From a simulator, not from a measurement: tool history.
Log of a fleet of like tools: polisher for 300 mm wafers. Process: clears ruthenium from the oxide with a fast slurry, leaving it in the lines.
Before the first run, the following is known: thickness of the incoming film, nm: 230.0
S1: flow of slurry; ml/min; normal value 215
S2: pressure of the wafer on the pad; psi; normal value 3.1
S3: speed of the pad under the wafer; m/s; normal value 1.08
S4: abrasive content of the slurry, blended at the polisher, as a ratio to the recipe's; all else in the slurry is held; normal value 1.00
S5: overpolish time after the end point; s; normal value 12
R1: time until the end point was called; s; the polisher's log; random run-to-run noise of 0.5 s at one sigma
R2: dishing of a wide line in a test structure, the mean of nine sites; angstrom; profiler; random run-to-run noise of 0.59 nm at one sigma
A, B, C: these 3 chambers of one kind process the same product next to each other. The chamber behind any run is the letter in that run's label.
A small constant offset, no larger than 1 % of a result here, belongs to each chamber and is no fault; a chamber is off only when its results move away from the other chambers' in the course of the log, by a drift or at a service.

{"hour": 2.3, "done": "chamber B: head pressure recalibrated"}
{"run": "1A", "hour": 3.7, "S1": 215, "S2": 3.1, "S3": 1.08, "S4": 1.0, "S5": 12, "R1": 50.814, "R2": 431.53}
{"run": "2B", "hour": 8.7, "S1": 215, "S2": 3.1, "S3": 1.08, "S4": 1.0, "S5": 12, "R1": 52.284, "R2": 427.73}
{"hour": 10.7, "done": "chamber A: worn pad replaced by a new one"}
{"run": "3C", "hour": 12.6, "S1": 215, "S2": 3.1, "S3": 1.08, "S4": 1.0, "S5": 12, "R1": 51.91, "R2": 420.59}
{"run": "4A", "hour": 17.0, "S1": 215, "S2": 3.1, "S3": 1.08, "S4": 1.0, "S5": 12, "R1": 51.17, "R2": 431.96}
{"run": "5C", "hour": 20.1, "S1": 190, "S2": 3.1, "S3": 1.08, "S4": 1.0, "S5": 12, "R1": 53.662, "R2": 415.63}
{"run": "6B", "hour": 23.0, "S1": 190, "S2": 3.1, "S3": 1.08, "S4": 1.0, "S5": 12, "R1": 53.631, "R2": 420.23}
{"hour": 25.6, "done": "chamber C: worn pad replaced by a new one"}
{"run": "7B", "hour": 26.3, "S1": 190, "S2": 3.1, "S3": 1.08, "S4": 1.0, "S5": 12, "R1": 53.986, "R2": 424.4}
{"hour": 26.7, "done": "chamber B: slurry blender recalibrated"}
{"run": "8A", "hour": 28.6, "S1": 215, "S2": 3.1, "S3": 1.08, "S4": 1.0, "S5": 12, "R1": 52.823, "R2": 433.72}
{"run": "9C", "hour": 31.0, "S1": 215, "S2": 3.1, "S3": 1.08, "S4": 1.0, "S5": 12, "R1": 52.22, "R2": 418.75}
{"run": "10A", "hour": 34.9, "S1": 215, "S2": 3.1, "S3": 1.08, "S4": 1.0, "S5": 12, "R1": 51.595, "R2": 423.36}
{"run": "11C", "hour": 38.5, "S1": 215, "S2": 3.1, "S3": 1.08, "S4": 1.0, "S5": 12, "R1": 52.388, "R2": 420.05}
{"run": "12B", "hour": 41.0, "S1": 215, "S2": 3.1, "S3": 1.08, "S4": 1.0, "S5": 12, "R1": 52.046, "R2": 426.82}
{"run": "13B", "hour": 44.7, "S1": 215, "S2": 3.1, "S3": 1.08, "S4": 1.0, "S5": 12, "R1": 51.768, "R2": 418.65}
{"run": "14C", "hour": 47.3, "S1": 215, "S2": 3.1, "S3": 1.08, "S4": 1.0, "S5": 12, "R1": 52.756, "R2": 423.8}
{"hour": 47.9, "done": "chamber B: worn pad replaced by a new one"}
{"run": "15A", "hour": 50.7, "S1": 215, "S2": 3.1, "S3": 1.08, "S4": 1.0, "S5": 12, "R1": 53.107, "R2": 424.12}
{"run": "16A", "hour": 53.5, "S1": 215, "S2": 3.1, "S3": 1.08, "S4": 1.0, "S5": 12, "R1": 51.31, "R2": 423.21}
{"run": "17C", "hour": 57.5, "S1": 215, "S2": 3.1, "S3": 1.08, "S4": 1.15, "S5": 15, "R1": 49.355, "R2": 551.36}
{"run": "18B", "hour": 61.3, "S1": 215, "S2": 3.1, "S3": 1.08, "S4": 1.15, "S5": 15, "R1": 49.66, "R2": 554.9}
{"hour": 65.3, "done": "chamber A: worn pad replaced by a new one"}
{"run": "19A", "hour": 66.0, "S1": 215, "S2": 3.1, "S3": 1.08, "S4": 1.15, "S5": 15, "R1": 49.181, "R2": 551.97}
{"run": "20B", "hour": 70.2, "S1": 215, "S2": 3.1, "S3": 1.08, "S4": 1.0, "S5": 12, "R1": 51.591, "R2": 439.25}
{"run": "21C", "hour": 74.4, "S1": 215, "S2": 3.1, "S3": 1.08, "S4": 1.0, "S5": 12, "R1": 52.085, "R2": 425.2}
{"run": "22C", "hour": 79.2, "S1": 215, "S2": 3.1, "S3": 1.08, "S4": 1.0, "S5": 12, "R1": 52.772, "R2": 423.14}
{"run": "23A", "hour": 82.4, "S1": 215, "S2": 3.1, "S3": 1.08, "S4": 1.0, "S5": 12, "R1": 52.367, "R2": 426.42}
{"hour": 83.2, "done": "chamber C: slurry blender recalibrated"}
{"run": "24B", "hour": 85.9, "S1": 215, "S2": 3.1, "S3": 1.08, "S4": 1.0, "S5": 12, "R1": 52.416, "R2": 434.78}
{"run": "25C", "hour": 89.7, "S1": 215, "S2": 3.1, "S3": 1.08, "S4": 1.0, "S5": 12, "R1": 53.114, "R2": 425.44}
{"run": "26A", "hour": 92.6, "S1": 215, "S2": 3.1, "S3": 1.08, "S4": 1.0, "S5": 12, "R1": 52.846, "R2": 420.05}
{"hour": 94.9, "done": "chamber C: worn pad replaced by a new one"}
{"run": "27B", "hour": 97.2, "S1": 215, "S2": 3.1, "S3": 1.08, "S4": 1.0, "S5": 12, "R1": 51.807, "R2": 425.55}
{"run": "28A", "hour": 102.1, "S1": 215, "S2": 3.1, "S3": 1.08, "S4": 1.0, "S5": 12, "R1": 51.959, "R2": 425.02}
{"run": "29C", "hour": 106.4, "S1": 215, "S2": 3.1, "S3": 1.08, "S4": 1.0, "S5": 12, "R1": 53.09, "R2": 426.0}
{"run": "30B", "hour": 109.8, "S1": 215, "S2": 3.1, "S3": 1.08, "S4": 1.0, "S5": 12, "R1": 51.762, "R2": 423.42}
{"hour": 113.3, "done": "chamber B: worn pad replaced by a new one"}
{"run": "31A", "hour": 113.9, "S1": 215, "S2": 3.1, "S3": 1.3, "S4": 1.0, "S5": 12, "R1": 43.675, "R2": 500.18}
{"run": "32C", "hour": 117.0, "S1": 215, "S2": 3.1, "S3": 1.3, "S4": 1.0, "S5": 12, "R1": 43.928, "R2": 494.22}
{"run": "33B", "hour": 121.5, "S1": 215, "S2": 3.1, "S3": 1.3, "S4": 1.0, "S5": 12, "R1": 43.416, "R2": 517.96}

For the next run the whole fleet of 3 chambers uses the same settings. Give each chamber's results:
{"run": "34A", "hour": 125.2, "S1": 215, "S2": 3.1, "S3": 0.96, "S4": 1.0, "S5": 12, "R1": "?", "R2": "?"}
{"run": "34B", "hour": 125.2, "S1": 215, "S2": 3.1, "S3": 0.96, "S4": 1.0, "S5": 12, "R1": "?", "R2": "?"}
{"run": "34C", "hour": 125.2, "S1": 215, "S2": 3.1, "S3": 0.96, "S4": 1.0, "S5": 12, "R1": "?", "R2": "?"}

run=34A R1=59.008 R2=380.57
run=34B R1=58.783 R2=382.04
run=34C R1=58.172 R2=381.79

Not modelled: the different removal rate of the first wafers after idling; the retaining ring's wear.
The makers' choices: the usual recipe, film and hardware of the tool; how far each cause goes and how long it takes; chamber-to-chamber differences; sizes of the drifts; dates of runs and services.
